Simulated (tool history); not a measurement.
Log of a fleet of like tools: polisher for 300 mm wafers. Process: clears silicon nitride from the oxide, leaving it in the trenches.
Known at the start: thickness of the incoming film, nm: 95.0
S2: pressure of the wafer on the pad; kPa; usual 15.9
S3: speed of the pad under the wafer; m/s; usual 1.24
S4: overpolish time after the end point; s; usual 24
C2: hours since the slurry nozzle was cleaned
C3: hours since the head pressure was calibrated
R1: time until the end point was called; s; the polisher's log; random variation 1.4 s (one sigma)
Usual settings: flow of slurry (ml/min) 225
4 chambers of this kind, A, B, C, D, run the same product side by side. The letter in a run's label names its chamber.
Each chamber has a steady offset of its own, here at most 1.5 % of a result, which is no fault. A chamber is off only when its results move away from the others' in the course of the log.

{"run": "1C", "hour": 4.8, "flow of slurry (ml/min)": 225, "S2": 15.9, "S3": 1.24, "S4": 24, "wafers polished on this pad": 376, "C2": 266.2, "C3": 523.9, "R1": 104.03}
{"run": "2D", "hour": 11.0, "flow of slurry (ml/min)": 225, "S2": 15.9, "S3": 1.24, "S4": 24, "wafers polished on this pad": 1283, "C2": 448.7, "C3": 193.6, "R1": 104.75}
{"hour": 11.3, "done": "chamber B: worn pad replaced by a new one"}
{"run": "3A", "hour": 15.3, "flow of slurry (ml/min)": 225, "S2": 15.9, "S3": 1.24, "S4": 24, "wafers polished on this pad": 939, "C2": 244.1, "C3": 306.2, "R1": 101.69}
{"run": "4B", "hour": 22.4, "flow of slurry (ml/min)": 225, "S2": 15.9, "S3": 1.24, "S4": 24, "wafers polished on this pad": 56, "C2": 175.8, "C3": 658.9, "R1": 102.11}
{"run": "5A", "hour": 26.8, "flow of slurry (ml/min)": 225, "S2": 15.9, "S3": 1.24, "S4": 24, "wafers polished on this pad": 998, "C2": 255.6, "C3": 317.7, "R1": 101.84}
{"hour": 30.5, "done": "chamber A: worn pad replaced by a new one"}
{"run": "6B", "hour": 33.4, "flow of slurry (ml/min)": 225, "S2": 15.9, "S3": 1.24, "S4": 24, "wafers polished on this pad": 112, "C2": 186.8, "C3": 669.9, "R1": 100.7}
{"run": "7C", "hour": 39.9, "flow of slurry (ml/min)": 225, "S2": 15.9, "S3": 1.24, "S4": 24, "wafers polished on this pad": 555, "C2": 301.3, "C3": 559.0, "R1": 103.88}
{"run": "8D", "hour": 44.8, "flow of slurry (ml/min)": 225, "S2": 15.9, "S3": 1.24, "S4": 24, "wafers polished on this pad": 1455, "C2": 482.5, "C3": 227.4, "R1": 102.1}
{"hour": 46.8, "done": "chamber D: worn pad replaced by a new one"}
{"hour": 50.6, "done": "chamber C: slurry nozzle cleaned"}
{"run": "9C", "hour": 50.7, "flow of slurry (ml/min)": 225, "S2": 15.9, "S3": 1.24, "S4": 24, "wafers polished on this pad": 609, "C2": 0.1, "C3": 569.8, "R1": 102.26}
{"hour": 51.3, "done": "chamber C: head pressure recalibrated"}
{"run": "10D", "hour": 54.7, "flow of slurry (ml/min)": 225, "S2": 15.9, "S3": 1.4, "S4": 11, "wafers polished on this pad": 40, "C2": 492.4, "C3": 237.3, "R1": 90.823}
{"run": "11B", "hour": 59.1, "flow of slurry (ml/min)": 225, "S2": 15.9, "S3": 1.4, "S4": 11, "wafers polished on this pad": 243, "C2": 212.5, "C3": 695.6, "R1": 91.286}
{"run": "12A", "hour": 62.8, "flow of slurry (ml/min)": 225, "S2": 15.9, "S3": 1.4, "S4": 11, "wafers polished on this pad": 164, "C2": 291.6, "C3": 353.7, "R1": 90.63}
{"run": "13C", "hour": 69.8, "flow of slurry (ml/min)": 225, "S2": 15.9, "S3": 1.4, "S4": 11, "wafers polished on this pad": 707, "C2": 19.2, "C3": 18.6, "R1": 91.846}
{"run": "14A", "hour": 77.4, "flow of slurry (ml/min)": 225, "S2": 15.9, "S3": 1.24, "S4": 24, "wafers polished on this pad": 238, "C2": 306.2, "C3": 368.3, "R1": 101.55}
{"run": "15D", "hour": 82.7, "flow of slurry (ml/min)": 225, "S2": 15.9, "S3": 1.24, "S4": 24, "wafers polished on this pad": 183, "C2": 520.4, "C3": 265.3, "R1": 101.33}
{"run": "16B", "hour": 87.5, "flow of slurry (ml/min)": 225, "S2": 15.9, "S3": 1.24, "S4": 24, "wafers polished on this pad": 388, "C2": 240.9, "C3": 724.0, "R1": 101.08}
{"run": "17C", "hour": 92.9, "flow of slurry (ml/min)": 225, "S2": 15.9, "S3": 1.24, "S4": 24, "wafers polished on this pad": 824, "C2": 42.3, "C3": 41.7, "R1": 101.99}
{"hour": 98.6, "done": "chamber A: slurry nozzle cleaned"}
{"hour": 99.0, "done": "chamber C: worn pad replaced by a new one"}
{"run": "18D", "hour": 100.6, "flow of slurry (ml/min)": 225, "S2": 15.9, "S3": 1.24, "S4": 24, "wafers polished on this pad": 274, "C2": 538.3, "C3": 283.2, "R1": 103.12}
{"run": "19B", "hour": 104.9, "flow of slurry (ml/min)": 225, "S2": 15.9, "S3": 1.24, "S4": 24, "wafers polished on this pad": 476, "C2": 258.3, "C3": 741.4, "R1": 101.74}
{"run": "20A", "hour": 109.8, "flow of slurry (ml/min)": 225, "S2": 15.9, "S3": 1.24, "S4": 24, "wafers polished on this pad": 403, "C2": 11.2, "C3": 400.7, "R1": 101.89}
{"run": "21D", "hour": 116.5, "flow of slurry (ml/min)": 225, "S2": 15.9, "S3": 1.24, "S4": 24, "wafers polished on this pad": 355, "C2": 554.2, "C3": 299.1, "R1": 102.16}
{"run": "22B", "hour": 122.9, "flow of slurry (ml/min)": 225, "S2": 15.9, "S3": 1.24, "S4": 24, "wafers polished on this pad": 568, "C2": 276.3, "C3": 759.4, "R1": 103.34}
{"run": "23A", "hour": 130.9, "flow of slurry (ml/min)": 225, "S2": 15.9, "S3": 1.24, "S4": 24, "wafers polished on this pad": 511, "C2": 32.3, "C3": 421.8, "R1": 102.52}
{"run": "24C", "hour": 138.1, "flow of slurry (ml/min)": 225, "S2": 15.9, "S3": 1.24, "S4": 24, "wafers polished on this pad": 199, "C2": 87.5, "C3": 86.9, "R1": 104.15}
{"run": "25A", "hour": 146.2, "flow of slurry (ml/min)": 225, "S2": 19.3, "S3": 1.24, "S4": 29, "wafers polished on this pad": 588, "C2": 47.6, "C3": 437.1, "R1": 81.799}
{"run": "26D", "hour": 152.1, "flow of slurry (ml/min)": 225, "S2": 19.3, "S3": 1.24, "S4": 29, "wafers polished on this pad": 536, "C2": 589.8, "C3": 334.7, "R1": 83.313}
{"run": "27B", "hour": 156.7, "flow of slurry (ml/min)": 225, "S2": 19.3, "S3": 1.24, "S4": 29, "wafers polished on this pad": 740, "C2": 310.1, "C3": 793.2, "R1": 84.298}
{"run": "28C", "hour": 163.4, "flow of slurry (ml/min)": 225, "S2": 19.3, "S3": 1.24, "S4": 29, "wafers polished on this pad": 327, "C2": 112.8, "C3": 112.2, "R1": 83.801}
{"run": "29D", "hour": 168.6, "flow of slurry (ml/min)": 225, "S2": 15.9, "S3": 1.24, "S4": 24, "wafers polished on this pad": 620, "C2": 606.3, "C3": 351.2, "R1": 103.3}
{"run": "30C", "hour": 174.5, "flow of slurry (ml/min)": 225, "S2": 15.9, "S3": 1.24, "S4": 24, "wafers polished on this pad": 384, "C2": 123.9, "C3": 123.3, "R1": 100.41}

What goes on in this fleet: one chamber off, a drifting gauge, or nothing beyond the chambers' own small offsets? Name the chamber and the cause, if any.

No chamber stands off beyond its own small offset, and the gauge holds steady.
